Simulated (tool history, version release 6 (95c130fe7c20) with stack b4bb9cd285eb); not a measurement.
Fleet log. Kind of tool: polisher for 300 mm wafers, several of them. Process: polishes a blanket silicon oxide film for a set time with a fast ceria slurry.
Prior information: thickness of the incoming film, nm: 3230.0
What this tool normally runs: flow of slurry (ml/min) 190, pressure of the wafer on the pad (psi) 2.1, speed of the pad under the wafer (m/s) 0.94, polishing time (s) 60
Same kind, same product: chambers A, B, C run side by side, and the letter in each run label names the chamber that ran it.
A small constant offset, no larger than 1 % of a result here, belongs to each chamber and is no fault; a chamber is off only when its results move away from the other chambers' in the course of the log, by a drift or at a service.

run,hour,flow of slurry (ml/min),pressure of the wafer on the pad (psi),speed of the pad under the wafer (m/s),polishing time (s),film removed (nm)
1B,7.6,190,2.1,0.94,60,709.42
# hour 12.4: chamber C: worn pad replaced by a new one
2A,13.0,190,2.1,0.94,60,721.15
# hour 21.4: chamber B: worn pad replaced by a new one
3C,24.1,190,2.1,0.94,60,706.17
# hour 29.0: chamber C: head pressure recalibrated
4B,34.3,190,2.1,0.94,60,721.56
5C,39.8,190,2.1,0.94,60,706.00
# hour 48.8: chamber B: head pressure recalibrated
6A,48.8,190,2.1,0.94,60,717.75
7B,56.1,190,2.1,0.94,60,718.98
# hour 56.5: chamber C: worn pad replaced by a new one
# hour 57.5: chamber C: slurry nozzle cleaned
8C,63.5,190,2.1,0.94,60,705.29
9A,73.4,230,1.6,0.94,60,557.70
10C,79.4,230,1.6,0.94,60,554.61
11A,89.9,230,1.6,0.94,60,544.42
# hour 90.8: chamber C: worn pad replaced by a new one
12B,97.8,190,2.1,0.94,60,712.27
# hour 100.3: chamber B: worn pad replaced by a new one
13A,107.2,190,2.1,0.94,60,689.45
14C,118.0,190,2.1,0.94,60,707.62
15B,125.5,190,2.1,0.94,60,716.29
# hour 129.6: chamber C: worn pad replaced by a new one
16C,134.4,190,2.1,0.94,60,709.68
17A,143.5,190,2.1,0.94,60,673.42
18B,148.5,190,2.1,0.94,60,714.17
19B,154.7,190,2.1,0.94,60,725.14
20A,160.2,190,2.1,0.94,60,659.02

Does one chamber stand apart from the rest, does the shared gauge drift, or is all well apart from small per-chamber offsets? Give the chamber and the most likely cause, where there is one.

It is chamber A that slowly wanders off from its peers.
Cause: removal rate lost through wear of the pad, % = 9.17.
It could be hard to tell apart here from: slurry flow missing at the pad, %; head's pressure below its setpoint, %.

Below are 4 candidate recipes for chamber A's next run, each the usual settings with a change, their results shown as question marks. Which of them brings A's results back in line with what the other chambers give on the usual settings?
Allowed miss from the other chambers' usual-settings mean, per result, to count as in line: film removed (nm) 16.00
21A-1,168.2,190,2.1,0.98,60,?
21A-2,168.2,190,2.3,0.94,60,?
21A-3,168.2,115,2.1,0.94,60,?
21A-4,168.2,190,2.1,0.92,59,?

On the usual settings, the other chambers give on average: film removed (nm) 710.97
run,film removed (nm)
21A-1,677.81
21A-2,712.36
21A-3,593.60
21A-4,625.12
The right change is 21A-2: it brings the chamber back within the allowed miss of the others.
